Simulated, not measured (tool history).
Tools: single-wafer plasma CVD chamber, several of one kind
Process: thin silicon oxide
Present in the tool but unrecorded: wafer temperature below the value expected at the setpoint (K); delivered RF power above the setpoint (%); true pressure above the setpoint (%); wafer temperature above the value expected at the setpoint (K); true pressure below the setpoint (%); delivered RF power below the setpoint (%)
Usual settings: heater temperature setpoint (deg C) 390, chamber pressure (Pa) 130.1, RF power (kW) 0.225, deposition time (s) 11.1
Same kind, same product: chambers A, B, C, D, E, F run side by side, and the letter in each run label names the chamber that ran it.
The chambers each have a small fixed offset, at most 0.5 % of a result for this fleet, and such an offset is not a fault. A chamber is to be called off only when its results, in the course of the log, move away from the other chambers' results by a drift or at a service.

run	hour	heater temperature setpoint (deg C)	chamber pressure (Pa)	RF power (kW)	deposition time (s)	hours since the last thermocouple change	hours since the last RF generator calibration	hours since the last manometer calibration	read-back reference wafer on the same gauge, thickness_nm	mean film thickness on the monitor wafer (angstrom)
# hour 6.7: chamber F: thermocouple changed; heater temperature recalibrated
1C	12.5	390	130.1	0.225	11.1	772.3	374.5	650.4	19.406	213.94
2B	24.4	390	130.1	0.225	11.1	1014.6	749.8	1043.9	19.424	215.02
3E	33.8	390	130.1	0.225	11.1	656.3	645.2	757.7	19.381	215.77
# hour 41.8: chamber A: thermocouple changed; heater temperature recalibrated
4D	48.2	390	130.1	0.225	11.1	1353.5	1875.2	85.7	19.384	214.92
5F	55.3	390	130.1	0.225	11.1	48.7	2012.4	1799.1	19.394	214.00
6A	66.3	390	114.9	0.225	11.1	24.5	1060.7	153.3	19.398	193.29
7F	77.0	390	114.9	0.225	11.1	70.4	2034.1	1820.8	19.418	192.36
# hour 85.4: chamber F: RF generator calibrated
8C	88.9	390	114.9	0.225	11.1	848.7	450.9	726.8	19.402	191.59
9E	99.5	390	114.9	0.225	11.1	722.0	710.9	823.4	19.415	192.57
10D	113.4	390	114.9	0.225	11.1	1418.7	1940.4	150.9	19.395	193.12
11A	120.7	390	114.9	0.225	11.1	78.9	1115.1	207.7	19.431	192.13
12B	135.9	390	130.1	0.225	11.1	1126.1	861.3	1155.4	19.397	215.50
13A	143.2	390	130.1	0.225	11.1	101.4	1137.6	230.2	19.411	215.13
14F	158.8	390	130.1	0.225	11.1	152.2	73.5	1902.6	19.418	214.05
15C	167.0	390	101.1	0.225	12.6	926.8	529.0	804.9	19.395	195.02
16D	176.5	390	101.1	0.225	12.6	1481.8	2003.5	214.0	19.399	192.91
17E	189.3	390	101.1	0.225	12.6	811.8	800.7	913.2	19.378	193.33
18B	203.6	390	101.1	0.225	12.6	1193.8	929.0	1223.1	19.404	195.56
19A	217.7	390	101.1	0.225	12.6	175.9	1212.1	304.7	19.394	193.61
20D	226.9	390	101.1	0.225	12.6	1532.2	2053.9	264.4	19.392	193.51
21F	241.3	390	130.1	0.225	11.1	234.7	156.0	1985.1	19.391	212.91
22C	251.5	390	130.1	0.225	11.1	1011.3	613.5	889.4	19.383	214.09
23E	258.7	390	130.1	0.225	11.1	881.2	870.1	982.6	19.410	214.75
24B	272.9	390	130.1	0.225	11.1	1263.1	998.3	1292.4	19.395	217.12
25E	281.2	390	130.1	0.245	11.1	903.7	892.6	1005.1	19.390	223.27
26B	292.6	390	130.1	0.245	11.1	1282.8	1018.0	1312.1	19.398	223.18
# hour 295.5: chamber A: RF generator calibrated
27C	307.2	390	130.1	0.245	11.1	1067.0	669.2	945.1	19.372	224.00
# hour 311.3: chamber C: thermocouple changed; heater temperature recalibrated
28A	318.3	390	130.1	0.245	11.1	276.5	22.8	405.3	19.408	221.60
29D	325.6	390	130.1	0.245	11.1	1630.9	2152.6	363.1	19.405	222.03
30F	336.4	390	130.1	0.245	11.1	329.8	251.1	2080.2	19.375	221.82
31B	349.6	390	130.1	0.225	11.1	1339.8	1075.0	1369.1	19.409	214.26
32F	358.3	390	130.1	0.225	11.1	351.7	273.0	2102.1	19.407	212.75
33C	369.3	390	130.1	0.195	13.1	58.0	731.3	1007.2	19.380	233.80
34E	380.7	390	130.1	0.195	13.1	1003.2	992.1	1104.6	19.392	237.00
35A	390.0	390	130.1	0.195	13.1	348.2	94.5	477.0	19.408	234.66
36D	405.6	390	130.1	0.195	13.1	1710.9	2232.6	443.1	19.385	237.08
37C	412.4	390	130.1	0.195	13.1	101.1	774.4	1050.3	19.391	232.90
38E	425.6	390	130.1	0.195	13.1	1048.1	1037.0	1149.5	19.408	235.54
39F	435.4	390	130.1	0.225	11.1	428.8	350.1	2179.2	19.389	212.46
40B	450.4	390	130.1	0.225	11.1	1440.6	1175.8	1469.9	19.400	217.21
41A	465.4	390	130.1	0.225	11.1	423.6	169.9	552.4	19.393	214.37
42D	473.8	390	130.1	0.225	11.1	1779.1	2300.8	511.3	19.395	212.97
43C	480.6	390	130.1	0.225	11.1	169.3	842.6	1118.5	19.386	211.96
44E	493.5	390	130.1	0.225	11.1	1116.0	1104.9	1217.4	19.402	214.56

Each of the 6 chambers runs these same settings next. Fill in every chamber's results:
45A	504.7	390	130.1	0.225	11.1					?
45B	504.7	390	130.1	0.225	11.1					?
45C	504.7	390	130.1	0.225	11.1					?
45D	504.7	390	130.1	0.225	11.1					?
45E	504.7	390	130.1	0.225	11.1					?
45F	504.7	390	130.1	0.225	11.1					?

run	mean film thickness on the monitor wafer (angstrom)
45A	214.95
45B	215.60
45C	212.65
45D	214.28
45E	213.74
45F	212.63

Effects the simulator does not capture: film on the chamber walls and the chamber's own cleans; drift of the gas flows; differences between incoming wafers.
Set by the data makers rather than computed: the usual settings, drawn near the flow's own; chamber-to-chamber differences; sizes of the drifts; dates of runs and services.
